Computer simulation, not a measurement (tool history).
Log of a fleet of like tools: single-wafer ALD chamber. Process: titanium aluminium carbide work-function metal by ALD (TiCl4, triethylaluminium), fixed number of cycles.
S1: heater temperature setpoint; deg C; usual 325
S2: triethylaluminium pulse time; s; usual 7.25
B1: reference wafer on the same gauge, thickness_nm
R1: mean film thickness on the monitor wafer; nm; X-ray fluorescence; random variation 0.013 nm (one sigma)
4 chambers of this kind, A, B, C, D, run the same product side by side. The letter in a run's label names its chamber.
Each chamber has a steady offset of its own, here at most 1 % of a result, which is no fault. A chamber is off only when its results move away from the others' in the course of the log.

{"run": "1D", "hour": 8.9, "S1": 325, "S2": 7.25, "B1": 1.6907, "R1": 2.0998}
{"run": "2A", "hour": 15.4, "S1": 325, "S2": 7.25, "B1": 1.6884, "R1": 2.1032}
{"run": "3B", "hour": 28.4, "S1": 325, "S2": 7.25, "B1": 1.6881, "R1": 2.1067}
{"run": "4C", "hour": 40.5, "S1": 325, "S2": 7.25, "B1": 1.6903, "R1": 2.1025}
{"run": "5B", "hour": 52.3, "S1": 325, "S2": 7.25, "B1": 1.6886, "R1": 2.1038}
{"run": "6A", "hour": 65.8, "S1": 325, "S2": 7.25, "B1": 1.6912, "R1": 2.119}
{"run": "7D", "hour": 74.6, "S1": 325, "S2": 7.25, "B1": 1.6893, "R1": 2.1121}
{"run": "8C", "hour": 83.1, "S1": 325, "S2": 7.25, "B1": 1.6886, "R1": 2.1017}
{"run": "9B", "hour": 93.4, "S1": 331, "S2": 8.18, "B1": 1.6912, "R1": 2.2378}
{"hour": 97.4, "done": "chamber A: triethylaluminium bottle replaced"}
{"run": "10A", "hour": 103.2, "S1": 331, "S2": 8.18, "B1": 1.6882, "R1": 2.2065}
{"run": "11D", "hour": 112.5, "S1": 331, "S2": 8.18, "B1": 1.6896, "R1": 2.1711}
{"run": "12C", "hour": 118.4, "S1": 331, "S2": 8.18, "B1": 1.6913, "R1": 2.1948}
{"run": "13C", "hour": 129.7, "S1": 325, "S2": 9.74, "B1": 1.6902, "R1": 2.2168}
{"run": "14D", "hour": 137.0, "S1": 325, "S2": 9.74, "B1": 1.6886, "R1": 2.1972}
{"run": "15A", "hour": 147.4, "S1": 325, "S2": 9.74, "B1": 1.6905, "R1": 2.2027}
{"run": "16B", "hour": 159.9, "S1": 325, "S2": 9.74, "B1": 1.6898, "R1": 2.2132}
{"run": "17C", "hour": 170.5, "S1": 325, "S2": 7.25, "B1": 1.689, "R1": 2.1057}
{"run": "18B", "hour": 177.6, "S1": 325, "S2": 7.25, "B1": 1.6903, "R1": 2.1445}
{"run": "19D", "hour": 183.9, "S1": 325, "S2": 7.25, "B1": 1.6926, "R1": 2.0336}
{"run": "20A", "hour": 191.7, "S1": 325, "S2": 7.25, "B1": 1.691, "R1": 2.093}
{"run": "21A", "hour": 202.8, "S1": 325, "S2": 7.25, "B1": 1.6904, "R1": 2.1021}
{"run": "22C", "hour": 212.2, "S1": 325, "S2": 7.25, "B1": 1.69, "R1": 2.1182}
{"run": "23D", "hour": 222.9, "S1": 317, "S2": 8.77, "B1": 1.6903, "R1": 2.0453}
{"run": "24B", "hour": 230.6, "S1": 317, "S2": 8.77, "B1": 1.6904, "R1": 2.1188}
{"run": "25A", "hour": 243.0, "S1": 317, "S2": 8.77, "B1": 1.69, "R1": 2.1428}
{"run": "26B", "hour": 250.1, "S1": 317, "S2": 8.77, "B1": 1.6894, "R1": 2.1376}
{"run": "27D", "hour": 257.3, "S1": 325, "S2": 7.25, "B1": 1.6871, "R1": 1.9726}
{"run": "28C", "hour": 270.8, "S1": 325, "S2": 7.25, "B1": 1.6902, "R1": 2.0942}
{"run": "29D", "hour": 283.2, "S1": 325, "S2": 7.25, "B1": 1.6896, "R1": 1.9498}
{"run": "30C", "hour": 293.6, "S1": 325, "S2": 7.25, "B1": 1.6919, "R1": 2.0938}

All 4 chambers run these settings next. Forecast each chamber's results:
{"run": "31A", "hour": 303.3, "S1": 311, "S2": 7.25, "R1": "?"}
{"run": "31B", "hour": 303.3, "S1": 311, "S2": 7.25, "R1": "?"}
{"run": "31C", "hour": 303.3, "S1": 311, "S2": 7.25, "R1": "?"}
{"run": "31D", "hour": 303.3, "S1": 311, "S2": 7.25, "R1": "?"}

run=31A R1=1.9983
run=31B R1=1.9911
run=31C R1=1.9796
run=31D R1=1.8211

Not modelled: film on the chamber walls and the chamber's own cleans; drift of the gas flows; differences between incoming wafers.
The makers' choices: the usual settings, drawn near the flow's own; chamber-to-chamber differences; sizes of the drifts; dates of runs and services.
